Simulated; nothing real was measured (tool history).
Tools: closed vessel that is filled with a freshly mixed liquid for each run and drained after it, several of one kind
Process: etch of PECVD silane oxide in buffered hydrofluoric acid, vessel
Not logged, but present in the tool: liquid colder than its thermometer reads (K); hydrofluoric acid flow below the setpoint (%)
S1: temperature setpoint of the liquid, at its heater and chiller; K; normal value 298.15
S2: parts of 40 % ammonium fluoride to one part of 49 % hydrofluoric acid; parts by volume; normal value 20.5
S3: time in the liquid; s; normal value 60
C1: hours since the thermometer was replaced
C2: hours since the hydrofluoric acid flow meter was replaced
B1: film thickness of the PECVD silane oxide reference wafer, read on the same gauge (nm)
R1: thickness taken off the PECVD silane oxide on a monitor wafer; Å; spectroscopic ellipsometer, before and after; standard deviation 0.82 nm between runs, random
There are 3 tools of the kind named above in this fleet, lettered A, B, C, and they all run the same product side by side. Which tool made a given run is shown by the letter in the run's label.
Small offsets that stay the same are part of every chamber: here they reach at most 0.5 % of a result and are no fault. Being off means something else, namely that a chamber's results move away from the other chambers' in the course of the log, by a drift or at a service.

run	hour	S1	S2	S3	C1	C2	B1	R1
1B	5.7	298.15	20.5	60	1232.6	241.2	129.99	840.56
2A	11.5	298.15	20.5	60	1403.5	564.4	130.01	856.68
3C	17	298.15	20.5	60	2214.9	290.6	130.01	846.83
4B	21.9	298.15	20.5	60	1248.8	257.4	130	862.46
5C	28.1	298.15	20.5	75	2226	301.7	129.99	1064.8
6A	34.5	298.15	20.5	75	1426.5	587.4	130	1042
7C	38.7	298.15	20.5	75	2236.6	312.3	130	1051.5
8A	42.4	298.15	17.5	60	1434.4	595.3	129.99	975.62
9B	48.5	298.15	17.5	60	1275.4	284	130	985.19
10B	54.2	298.15	17.5	60	1281.1	289.7	129.98	984.36
11A	59.5	298.15	20.5	60	1451.5	612.4	130	829.96
12C	65.5	298.15	20.5	60	2263.4	339.1	130.02	847.45
13C	72	295.15	20.5	60	2269.9	345.6	130	716.41
14B	75.9	295.15	20.5	60	1302.8	311.4	129.99	727.54
15A	81.4	295.15	20.5	60	1473.4	634.3	130.02	705.33
16B	87.6	298.15	20.5	60	1314.5	323.1	130	843.54
17A	94	298.15	20.5	60	1486	646.9	130.01	834.48
18C	97.1	298.15	20.5	60	2295	370.7	130	850.15
19C	102.6	298.15	20.5	60	2300.5	376.2	130	837.67
20A	108.4	298.15	20.5	60	1500.4	661.3	130	811.83
21B	111.9	298.15	20.5	60	1338.8	347.4	130.01	852.71
22B	118.2	298.15	20.5	60	1345.1	353.7	130	839.02

Predict what each chamber gives when all 3 of them run the settings below next.
23A	123	298.15	20.5	60				?
23B	123	298.15	20.5	60				?
23C	123	298.15	20.5	60				?

run	R1
23A	809.37
23B	859.47
23C	848.6

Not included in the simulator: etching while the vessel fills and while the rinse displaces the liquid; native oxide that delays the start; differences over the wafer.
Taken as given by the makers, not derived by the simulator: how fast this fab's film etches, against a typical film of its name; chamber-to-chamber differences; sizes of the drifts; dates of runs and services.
